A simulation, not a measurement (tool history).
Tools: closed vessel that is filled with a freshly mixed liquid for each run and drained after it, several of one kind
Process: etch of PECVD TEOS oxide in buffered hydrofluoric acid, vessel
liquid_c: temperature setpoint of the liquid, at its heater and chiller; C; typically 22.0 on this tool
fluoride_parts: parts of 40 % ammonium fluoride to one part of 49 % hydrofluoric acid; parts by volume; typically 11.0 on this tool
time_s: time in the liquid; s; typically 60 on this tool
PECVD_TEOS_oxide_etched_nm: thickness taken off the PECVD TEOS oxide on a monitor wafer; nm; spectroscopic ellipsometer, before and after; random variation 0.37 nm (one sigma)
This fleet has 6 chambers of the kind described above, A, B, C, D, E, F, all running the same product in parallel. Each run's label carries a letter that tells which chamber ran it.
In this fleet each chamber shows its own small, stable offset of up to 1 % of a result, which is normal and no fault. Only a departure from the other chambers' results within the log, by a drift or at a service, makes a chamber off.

run,hour,liquid_c,fluoride_parts,time_s,"read-back film thickness of the PECVD TEOS oxide reference wafer, read on the same gauge (nm)",PECVD_TEOS_oxide_etched_nm
1E,7.9,22.0,11.0,60,30.001,65.527
2F,17.9,22.0,11.0,60,29.995,65.727
# hour 20.3: chamber F: thermometer replaced
3D,23.3,22.0,11.0,60,29.971,65.586
# hour 30.2: chamber A: hydrofluoric acid flow meter replaced
# hour 30.4: chamber B: hydrofluoric acid flow meter replaced
4A,33.0,22.0,11.0,60,30.032,65.938
5C,41.6,22.0,11.0,60,30.020,64.919
6B,47.3,22.0,11.0,60,29.989,64.502
7C,54.1,22.0,11.0,60,30.002,65.356
8B,62.5,22.0,11.0,60,29.969,65.563
# hour 66.8: chamber E: hydrofluoric acid flow meter replaced
9D,68.0,26.5,11.0,40,29.987,56.213
10F,77.0,26.5,11.0,40,30.031,55.936
11E,83.4,26.5,11.0,40,29.993,55.815
12A,92.3,26.5,11.0,40,30.005,55.864
13A,98.6,26.5,11.0,40,30.021,55.892
14B,108.2,26.5,11.0,40,30.013,54.929
15F,118.9,22.0,11.0,60,30.026,65.518
16E,126.6,22.0,11.0,60,29.984,65.811
17D,133.8,22.0,11.0,60,30.028,65.483
18C,143.5,22.0,11.0,60,30.005,63.992
19F,149.3,22.0,11.0,60,30.007,65.617
20D,159.4,22.0,11.0,60,30.006,66.556
21A,168.7,22.0,11.0,60,30.001,65.754
22C,175.4,22.0,11.0,60,30.022,65.124
23B,186.4,22.0,11.0,60,30.028,64.784
24E,195.3,22.0,11.0,60,30.034,65.589
25E,207.0,22.0,11.0,60,30.004,65.196
26A,214.1,22.0,11.0,60,30.002,65.022
27C,221.4,22.0,11.0,60,30.017,65.439
28D,229.6,22.0,11.0,60,29.999,65.285
29F,240.3,22.0,11.0,60,29.999,64.998
30B,248.5,22.0,11.0,60,29.995,64.564
31F,260.1,22.0,11.0,60,29.987,64.844
32E,267.6,24.5,15.5,60,29.991,54.129
33A,273.5,24.5,15.5,60,29.962,54.453
# hour 276.7: chamber A: thermometer replaced
34C,279.0,24.5,15.5,60,30.023,53.538
35D,284.6,24.5,15.5,60,29.993,53.885
36B,293.1,24.5,15.5,60,29.994,52.924
37E,302.0,24.5,15.5,60,30.028,53.652
38B,313.8,22.0,11.0,60,29.995,64.886
39C,319.9,18.5,11.0,50,29.994,44.380
# hour 322.8: chamber D: thermometer replaced
40A,330.9,18.5,11.0,50,29.998,44.575
41F,338.2,18.5,11.0,50,30.012,44.583
42D,344.5,18.5,11.0,50,30.001,44.626

Decide between three cases: one chamber stands off from its peers, the gauge reading all wafers drifts, or nothing is wrong past each chamber's small offset. Where a chamber is off, say which and what most likely put it there.

The fleet is healthy, with each chamber sitting at its usual small offset and no drift in the gauge.

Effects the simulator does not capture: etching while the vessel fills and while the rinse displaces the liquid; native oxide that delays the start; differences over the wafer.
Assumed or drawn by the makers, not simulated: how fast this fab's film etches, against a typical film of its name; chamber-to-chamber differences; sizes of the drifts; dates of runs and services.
